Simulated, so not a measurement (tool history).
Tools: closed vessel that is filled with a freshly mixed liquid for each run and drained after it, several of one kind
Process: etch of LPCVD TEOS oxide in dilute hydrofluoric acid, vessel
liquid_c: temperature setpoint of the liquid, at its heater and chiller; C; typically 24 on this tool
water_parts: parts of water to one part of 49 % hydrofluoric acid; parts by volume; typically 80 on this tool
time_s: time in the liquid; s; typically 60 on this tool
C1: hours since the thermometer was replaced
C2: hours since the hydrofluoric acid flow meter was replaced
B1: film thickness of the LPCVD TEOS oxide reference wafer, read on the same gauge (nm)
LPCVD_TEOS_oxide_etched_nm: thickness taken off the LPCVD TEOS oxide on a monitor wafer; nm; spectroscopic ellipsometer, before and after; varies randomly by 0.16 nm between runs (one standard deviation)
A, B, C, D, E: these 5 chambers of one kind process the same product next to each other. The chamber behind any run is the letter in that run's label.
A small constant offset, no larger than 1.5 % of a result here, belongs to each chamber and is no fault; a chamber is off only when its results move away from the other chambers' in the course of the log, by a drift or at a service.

run 1D hour=3.7 | liquid_c=24 water_parts=80 time_s=60 | C1=2172.3 C2=429.6 | B1=79.991 | LPCVD_TEOS_oxide_etched_nm=17.929
run 2A hour=7.2 | liquid_c=24 water_parts=80 time_s=60 | C1=491 C2=1798.7 | B1=79.98 | LPCVD_TEOS_oxide_etched_nm=18.434
run 3E hour=11 | liquid_c=24 water_parts=80 time_s=60 | C1=1245.8 C2=778.2 | B1=80.012 | LPCVD_TEOS_oxide_etched_nm=18.574
run 4C hour=13.5 | liquid_c=24 water_parts=80 time_s=60 | C1=443.3 C2=72.3 | B1=79.999 | LPCVD_TEOS_oxide_etched_nm=18.109
run 5B hour=17.8 | liquid_c=24 water_parts=80 time_s=60 | C1=370.6 C2=1901.2 | B1=80.018 | LPCVD_TEOS_oxide_etched_nm=18.484
run 6D hour=20.2 | liquid_c=24 water_parts=80 time_s=60 | C1=2188.8 C2=446.1 | B1=79.99 | LPCVD_TEOS_oxide_etched_nm=18.153
run 7C hour=24.2 | liquid_c=27.5 water_parts=80 time_s=85 | C1=454 C2=83 | B1=79.968 | LPCVD_TEOS_oxide_etched_nm=29.074
-- hour=25.9 chamber E: thermometer replaced
run 8A hour=26.5 | liquid_c=27.5 water_parts=80 time_s=85 | C1=510.3 C2=1818 | B1=79.987 | LPCVD_TEOS_oxide_etched_nm=30.015
run 9E hour=30.3 | liquid_c=27.5 water_parts=80 time_s=85 | C1=4.4 C2=797.5 | B1=80.009 | LPCVD_TEOS_oxide_etched_nm=29.316
run 10B hour=32.8 | liquid_c=27.5 water_parts=80 time_s=85 | C1=385.6 C2=1916.2 | B1=80.001 | LPCVD_TEOS_oxide_etched_nm=29.779
run 11A hour=35.9 | liquid_c=27.5 water_parts=80 time_s=85 | C1=519.7 C2=1827.4 | B1=79.996 | LPCVD_TEOS_oxide_etched_nm=30.187
run 12B hour=40.3 | liquid_c=24 water_parts=65 time_s=60 | C1=393.1 C2=1923.7 | B1=80.001 | LPCVD_TEOS_oxide_etched_nm=22.536
run 13C hour=42.5 | liquid_c=24 water_parts=65 time_s=60 | C1=472.3 C2=101.3 | B1=80.015 | LPCVD_TEOS_oxide_etched_nm=22.608
run 14D hour=46.7 | liquid_c=24 water_parts=65 time_s=60 | C1=2215.3 C2=472.6 | B1=79.986 | LPCVD_TEOS_oxide_etched_nm=23.018
run 15E hour=49.7 | liquid_c=24 water_parts=65 time_s=60 | C1=23.8 C2=816.9 | B1=80.007 | LPCVD_TEOS_oxide_etched_nm=23.38
run 16E hour=53.8 | liquid_c=24 water_parts=65 time_s=60 | C1=27.9 C2=821 | B1=80.022 | LPCVD_TEOS_oxide_etched_nm=23.378
run 17B hour=58.2 | liquid_c=24 water_parts=80 time_s=60 | C1=411 C2=1941.6 | B1=80.007 | LPCVD_TEOS_oxide_etched_nm=18.326
run 18A hour=62.5 | liquid_c=24 water_parts=80 time_s=60 | C1=546.3 C2=1854 | B1=79.997 | LPCVD_TEOS_oxide_etched_nm=18.319
run 19C hour=66 | liquid_c=24 water_parts=80 time_s=60 | C1=495.8 C2=124.8 | B1=80.007 | LPCVD_TEOS_oxide_etched_nm=17.667
run 20D hour=69.7 | liquid_c=24 water_parts=80 time_s=60 | C1=2238.3 C2=495.6 | B1=80 | LPCVD_TEOS_oxide_etched_nm=18.413
run 21A hour=73.4 | liquid_c=24 water_parts=80 time_s=60 | C1=557.2 C2=1864.9 | B1=79.996 | LPCVD_TEOS_oxide_etched_nm=18.287
run 22D hour=77.8 | liquid_c=24 water_parts=80 time_s=60 | C1=2246.4 C2=503.7 | B1=80.006 | LPCVD_TEOS_oxide_etched_nm=19.048
run 23E hour=80.2 | liquid_c=24 water_parts=80 time_s=60 | C1=54.3 C2=847.4 | B1=79.99 | LPCVD_TEOS_oxide_etched_nm=18.305
run 24C hour=84.5 | liquid_c=24 water_parts=80 time_s=60 | C1=514.3 C2=143.3 | B1=79.994 | LPCVD_TEOS_oxide_etched_nm=18.063
run 25B hour=87 | liquid_c=24 water_parts=80 time_s=60 | C1=439.8 C2=1970.4 | B1=80.014 | LPCVD_TEOS_oxide_etched_nm=18.122
run 26E hour=90 | liquid_c=24 water_parts=80 time_s=60 | C1=64.1 C2=857.2 | B1=80.012 | LPCVD_TEOS_oxide_etched_nm=18.47
run 27B hour=92.5 | liquid_c=24 water_parts=80 time_s=60 | C1=445.3 C2=1975.9 | B1=80.023 | LPCVD_TEOS_oxide_etched_nm=18.381
run 28A hour=94.8 | liquid_c=24 water_parts=80 time_s=60 | C1=578.6 C2=1886.3 | B1=79.989 | LPCVD_TEOS_oxide_etched_nm=18.214
run 29D hour=96.9 | liquid_c=24 water_parts=80 time_s=30 | C1=2265.5 C2=522.8 | B1=79.977 | LPCVD_TEOS_oxide_etched_nm=9.5964
run 30C hour=100.8 | liquid_c=24 water_parts=80 time_s=30 | C1=530.6 C2=159.6 | B1=79.987 | LPCVD_TEOS_oxide_etched_nm=8.9093
run 31D hour=103.4 | liquid_c=24 water_parts=80 time_s=30 | C1=2272 C2=529.3 | B1=79.966 | LPCVD_TEOS_oxide_etched_nm=9.877
run 32B hour=107 | liquid_c=24 water_parts=80 time_s=30 | C1=459.8 C2=1990.4 | B1=79.982 | LPCVD_TEOS_oxide_etched_nm=9.2051
run 33A hour=109.5 | liquid_c=24 water_parts=80 time_s=30 | C1=593.3 C2=1901 | B1=80.008 | LPCVD_TEOS_oxide_etched_nm=9.031
run 34C hour=112.2 | liquid_c=24 water_parts=80 time_s=60 | C1=542 C2=171 | B1=80.015 | LPCVD_TEOS_oxide_etched_nm=18.074
run 35E hour=114.2 | liquid_c=24 water_parts=80 time_s=60 | C1=88.3 C2=881.4 | B1=80.006 | LPCVD_TEOS_oxide_etched_nm=18.401
run 36B hour=116.2 | liquid_c=24 water_parts=80 time_s=60 | C1=469 C2=1999.6 | B1=80.004 | LPCVD_TEOS_oxide_etched_nm=18.136
run 37D hour=118.9 | liquid_c=24 water_parts=80 time_s=60 | C1=2287.5 C2=544.8 | B1=80.02 | LPCVD_TEOS_oxide_etched_nm=19.795
run 38E hour=122.2 | liquid_c=24 water_parts=80 time_s=60 | C1=96.3 C2=889.4 | B1=80.027 | LPCVD_TEOS_oxide_etched_nm=18.331
run 39C hour=125.8 | liquid_c=24 water_parts=105 time_s=80 | C1=555.6 C2=184.6 | B1=79.988 | LPCVD_TEOS_oxide_etched_nm=17.687
run 40A hour=127.9 | liquid_c=24 water_parts=105 time_s=80 | C1=611.7 C2=1919.4 | B1=80.001 | LPCVD_TEOS_oxide_etched_nm=17.723
run 41E hour=131.4 | liquid_c=24 water_parts=105 time_s=80 | C1=105.5 C2=898.6 | B1=79.989 | LPCVD_TEOS_oxide_etched_nm=18.065
run 42C hour=135.9 | liquid_c=24 water_parts=105 time_s=80 | C1=565.7 C2=194.7 | B1=79.975 | LPCVD_TEOS_oxide_etched_nm=17.678
run 43D hour=139.8 | liquid_c=24 water_parts=105 time_s=80 | C1=2308.4 C2=565.7 | B1=79.995 | LPCVD_TEOS_oxide_etched_nm=20.012
run 44A hour=143.3 | liquid_c=24 water_parts=80 time_s=60 | C1=627.1 C2=1934.8 | B1=79.98 | LPCVD_TEOS_oxide_etched_nm=18.274

Decide between three cases: one chamber stands off from its peers, the gauge reading all wafers drifts, or nothing is wrong past each chamber's small offset. Where a chamber is off, say which and what most likely put it there.

Little by little, chamber D moves away from the other chambers.
Most likely cause: hydrofluoric acid flow above the setpoint (%) = 10.9.
It could be hard to tell apart here from: liquid hotter than its thermometer reads (K).

Which of the 4 candidates below, each the usual settings with something changed and its results left as question marks, puts chamber D back in line with what the other chambers give on the usual settings?
In line means no further than this from the other chambers' mean on the usual settings: LPCVD_TEOS_oxide_etched_nm 0.57 nm
run 45D-1 hour=146.6 | liquid_c=26.5 water_parts=80 time_s=60 | LPCVD_TEOS_oxide_etched_nm=?
run 45D-2 hour=146.6 | liquid_c=23.5 water_parts=80 time_s=55 | LPCVD_TEOS_oxide_etched_nm=?
run 45D-3 hour=146.6 | liquid_c=29.5 water_parts=80 time_s=60 | LPCVD_TEOS_oxide_etched_nm=?
run 45D-4 hour=146.6 | liquid_c=18.5 water_parts=80 time_s=60 | LPCVD_TEOS_oxide_etched_nm=?

Usual-settings mean across the other chambers: LPCVD_TEOS_oxide_etched_nm 18.253 nm
run=45D-1 LPCVD_TEOS_oxide_etched_nm=22.468
run=45D-2 LPCVD_TEOS_oxide_etched_nm=18.225
run=45D-3 LPCVD_TEOS_oxide_etched_nm=25.303
run=45D-4 LPCVD_TEOS_oxide_etched_nm=16.109
It is 45D-2 that realigns the chamber with its peers.
